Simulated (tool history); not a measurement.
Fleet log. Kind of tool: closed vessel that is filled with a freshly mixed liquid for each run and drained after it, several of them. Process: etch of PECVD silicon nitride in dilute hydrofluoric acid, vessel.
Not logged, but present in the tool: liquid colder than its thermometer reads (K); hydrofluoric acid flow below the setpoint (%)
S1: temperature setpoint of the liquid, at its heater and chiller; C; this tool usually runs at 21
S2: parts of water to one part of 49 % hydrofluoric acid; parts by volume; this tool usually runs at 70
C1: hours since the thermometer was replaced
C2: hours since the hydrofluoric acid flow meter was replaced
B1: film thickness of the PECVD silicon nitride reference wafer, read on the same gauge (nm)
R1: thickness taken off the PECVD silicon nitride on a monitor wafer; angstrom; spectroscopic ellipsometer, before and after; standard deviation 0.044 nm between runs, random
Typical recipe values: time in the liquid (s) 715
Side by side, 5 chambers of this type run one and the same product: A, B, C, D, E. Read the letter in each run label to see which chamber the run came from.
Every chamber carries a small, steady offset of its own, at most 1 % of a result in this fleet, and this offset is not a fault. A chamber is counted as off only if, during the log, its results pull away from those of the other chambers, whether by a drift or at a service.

run 1E hour=2.9 | S1=21 S2=70 time_in_the_liquid_(s)=715 | C1=369 C2=1806.3 | B1=139.99 | R1=140.38
run 2C hour=7.2 | S1=21 S2=70 time_in_the_liquid_(s)=715 | C1=220.6 C2=213.3 | B1=139.97 | R1=142.63
run 3A hour=11.7 | S1=21 S2=70 time_in_the_liquid_(s)=715 | C1=58.8 C2=312.4 | B1=140.02 | R1=142.26
run 4B hour=14.7 | S1=21 S2=70 time_in_the_liquid_(s)=715 | C1=81.9 C2=246 | B1=140.01 | R1=141.68
run 5D hour=19.2 | S1=21 S2=70 time_in_the_liquid_(s)=715 | C1=1195.4 C2=124.5 | B1=140.02 | R1=140.01
run 6E hour=22.3 | S1=21 S2=70 time_in_the_liquid_(s)=715 | C1=388.4 C2=1825.7 | B1=139.97 | R1=141.1
run 7A hour=25.5 | S1=21 S2=70 time_in_the_liquid_(s)=715 | C1=72.6 C2=326.2 | B1=139.99 | R1=142.42
run 8B hour=30 | S1=21 S2=70 time_in_the_liquid_(s)=715 | C1=97.2 C2=261.3 | B1=139.99 | R1=141.69
run 9C hour=33.8 | S1=21 S2=70 time_in_the_liquid_(s)=1055 | C1=247.2 C2=239.9 | B1=140.03 | R1=209.05
run 10D hour=36.6 | S1=21 S2=70 time_in_the_liquid_(s)=1055 | C1=1212.8 C2=141.9 | B1=139.99 | R1=207.86
run 11D hour=40.7 | S1=21 S2=70 time_in_the_liquid_(s)=1055 | C1=1216.9 C2=146 | B1=139.94 | R1=207.9
run 12C hour=45.2 | S1=21 S2=70 time_in_the_liquid_(s)=1055 | C1=258.6 C2=251.3 | B1=140.01 | R1=210.13
run 13E hour=49.7 | S1=21 S2=70 time_in_the_liquid_(s)=1055 | C1=415.8 C2=1853.1 | B1=140.01 | R1=207.48
run 14A hour=53.4 | S1=21 S2=50 time_in_the_liquid_(s)=1030 | C1=100.5 C2=354.1 | B1=140.01 | R1=283.72
run 15B hour=56.6 | S1=21 S2=50 time_in_the_liquid_(s)=1030 | C1=123.8 C2=287.9 | B1=139.97 | R1=282.58
run 16B hour=61.6 | S1=21 S2=50 time_in_the_liquid_(s)=1030 | C1=128.8 C2=292.9 | B1=139.96 | R1=283.3
run 17C hour=66.2 | S1=21 S2=50 time_in_the_liquid_(s)=1030 | C1=279.6 C2=272.3 | B1=139.97 | R1=282.16
run 18D hour=71.4 | S1=21 S2=50 time_in_the_liquid_(s)=1030 | C1=1247.6 C2=176.7 | B1=139.98 | R1=282.32
run 19E hour=74.9 | S1=21 S2=70 time_in_the_liquid_(s)=715 | C1=441 C2=1878.3 | B1=139.97 | R1=141.68
run 20A hour=79.5 | S1=21 S2=70 time_in_the_liquid_(s)=715 | C1=126.6 C2=380.2 | B1=139.95 | R1=141.63
run 21E hour=83.3 | S1=24 S2=40 time_in_the_liquid_(s)=715 | C1=449.4 C2=1886.7 | B1=140.02 | R1=302.82
run 22D hour=85.8 | S1=24 S2=40 time_in_the_liquid_(s)=715 | C1=1262 C2=191.1 | B1=140.01 | R1=301.03
run 23A hour=90.4 | S1=24 S2=40 time_in_the_liquid_(s)=715 | C1=137.5 C2=391.1 | B1=140.01 | R1=301.5
run 24C hour=95.2 | S1=24 S2=40 time_in_the_liquid_(s)=715 | C1=308.6 C2=301.3 | B1=140.04 | R1=299.46
run 25B hour=99.4 | S1=24 S2=40 time_in_the_liquid_(s)=715 | C1=166.6 C2=330.7 | B1=139.97 | R1=301.15
run 26D hour=103.5 | S1=21 S2=70 time_in_the_liquid_(s)=715 | C1=1279.7 C2=208.8 | B1=140 | R1=141.69
run 27B hour=107.6 | S1=25 S2=70 time_in_the_liquid_(s)=715 | C1=174.8 C2=338.9 | B1=140.01 | R1=183.31
run 28E hour=110.2 | S1=25 S2=70 time_in_the_liquid_(s)=715 | C1=476.3 C2=1913.6 | B1=140.01 | R1=185.39
run 29C hour=112.6 | S1=25 S2=70 time_in_the_liquid_(s)=715 | C1=326 C2=318.7 | B1=139.97 | R1=187.11
run 30A hour=117.3 | S1=25 S2=70 time_in_the_liquid_(s)=715 | C1=164.4 C2=418 | B1=140.01 | R1=185.24
run 31E hour=120.2 | S1=25 S2=70 time_in_the_liquid_(s)=715 | C1=486.3 C2=1923.6 | B1=139.99 | R1=183.78
run 32D hour=124.2 | S1=21 S2=70 time_in_the_liquid_(s)=715 | C1=1300.4 C2=229.5 | B1=139.98 | R1=141.06

Read the log: is a single chamber off, either drifting away or since a service, is the gauge that measures every chamber drifting, or is nothing wrong beyond small per-chamber offsets? Name any odd chamber and what most likely caused it.

All chambers stay in line apart from their small fixed offsets, and the gauge does not drift.
